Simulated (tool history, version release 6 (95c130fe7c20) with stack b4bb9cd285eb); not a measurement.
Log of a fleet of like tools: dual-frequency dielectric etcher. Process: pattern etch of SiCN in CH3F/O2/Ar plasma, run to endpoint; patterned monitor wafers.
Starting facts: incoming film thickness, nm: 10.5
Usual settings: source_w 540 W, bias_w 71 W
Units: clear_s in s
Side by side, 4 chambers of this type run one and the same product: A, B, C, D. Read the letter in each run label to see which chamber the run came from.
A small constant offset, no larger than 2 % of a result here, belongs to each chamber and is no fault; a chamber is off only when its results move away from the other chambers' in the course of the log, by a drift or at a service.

run   hour  source_w  bias_w  hours since the last wet clean  hours since the last source power generator calibration  hours since the last bias power generator calibration  clear_s
 1D    5.2       540      71                            78.1                                                    361.9                                                  662.6   25.722
 2C   11.0       540      71                           319.9                                                   2310.1                                                 1185.0   25.177
 3A   15.6       540      71                           164.4                                                   2624.6                                                 1424.2   25.224
 4B   25.6       540      71                           126.6                                                   2271.9                                                  417.7   25.066
 5B   31.2       540      71                           132.2                                                   2277.5                                                  423.3   24.927
 6C   38.9       540      71                           347.8                                                   2338.0                                                 1212.9   25.200
 7A   45.9       540      71                           194.7                                                   2654.9                                                 1454.5   25.138
      48.3  -- chamber A: source power generator calibrated
 8D   56.0       540      71                           128.9                                                    412.7                                                  713.4   25.440
 9A   63.9       540      71                           212.7                                                     15.6                                                 1472.5   25.377
10C   69.3       540      71                           378.2                                                   2368.4                                                 1243.3   25.078
11D   73.7       540      71                           146.6                                                    430.4                                                  731.1   25.517
12B   83.6       540      71                           184.6                                                   2329.9                                                  475.7   25.214
13D   93.0       540      71                           165.9                                                    449.7                                                  750.4   25.680
14A  102.5       540      71                           251.3                                                     54.2                                                 1511.1   25.423
15B  110.7       540      71                           211.7                                                   2357.0                                                  502.8   25.172
16C  120.6       540      71                           429.5                                                   2419.7                                                 1294.6   25.159
17B  130.2       540      71                           231.2                                                   2376.5                                                  522.3   25.092
18C  136.9       650      62                           445.8                                                   2436.0                                                 1310.9   24.509
19D  145.3       650      62                           218.2                                                    502.0                                                  802.7   24.907
20A  153.0       650      62                           301.8                                                    104.7                                                 1561.6   24.818
21B  159.5       650      62                           260.5                                                   2405.8                                                  551.6   24.521
22D  165.9       540      71                           238.8                                                    522.6                                                  823.3   25.519
     172.3  -- chamber C: wet clean of the chamber
23A  175.9       580      79                           324.7                                                    127.6                                                 1584.5   24.075
24C  182.3       580      79                            10.0                                                   2481.4                                                 1356.3   23.550
25A  192.3       580      79                           341.1                                                    144.0                                                 1600.9   24.111
26B  201.9       580      79                           302.9                                                   2448.2                                                  594.0   23.770
27C  210.4       540      71                            38.1                                                   2509.5                                                 1384.4   25.278
28D  216.6       540      71                           289.5                                                    573.3                                                  874.0   25.871
29A  223.1       540      71                           371.9                                                    174.8                                                 1631.7   26.130
30D  229.2       540      71                           302.1                                                    585.9                                                  886.6   25.456
31C  238.5       540      62                            66.2                                                   2537.6                                                 1412.5   26.007
32B  247.1       540      62                           348.1                                                   2493.4                                                  639.2   26.444
33A  254.5       540      62                           403.3                                                    206.2                                                 1663.1   27.654
34B  259.1       540      62                           360.1                                                   2505.4                                                  651.2   26.408
35D  269.1       540      71                           342.0                                                    625.8                                                  926.5   25.890
36C  276.4       540      71                           104.1                                                   2575.5                                                 1450.4   25.150
37B  286.3       660      71                           387.3                                                   2532.6                                                  678.4   23.241
38D  290.8       660      71                           363.7                                                    647.5                                                  948.2   23.564
39C  296.0       660      71                           123.7                                                   2595.1                                                 1470.0   23.396
40A  301.5       660      71                           450.3                                                    253.2                                                 1710.1   24.524
41D  310.6       540      71                           383.5                                                    667.3                                                  968.0   25.717
42B  316.2       470      60                           417.2                                                   2562.5                                                  708.3   27.973

Each of the 4 chambers runs these same settings next. Fill in every chamber's results:
43A  323.6       540      71                                                                                                                                                        ?
43B  323.6       540      71                                                                                                                                                        ?
43C  323.6       540      71                                                                                                                                                        ?
43D  323.6       540      71                                                                                                                                                        ?

run  clear_s
43A   26.512
43B   25.095
43C   25.232
43D   25.475
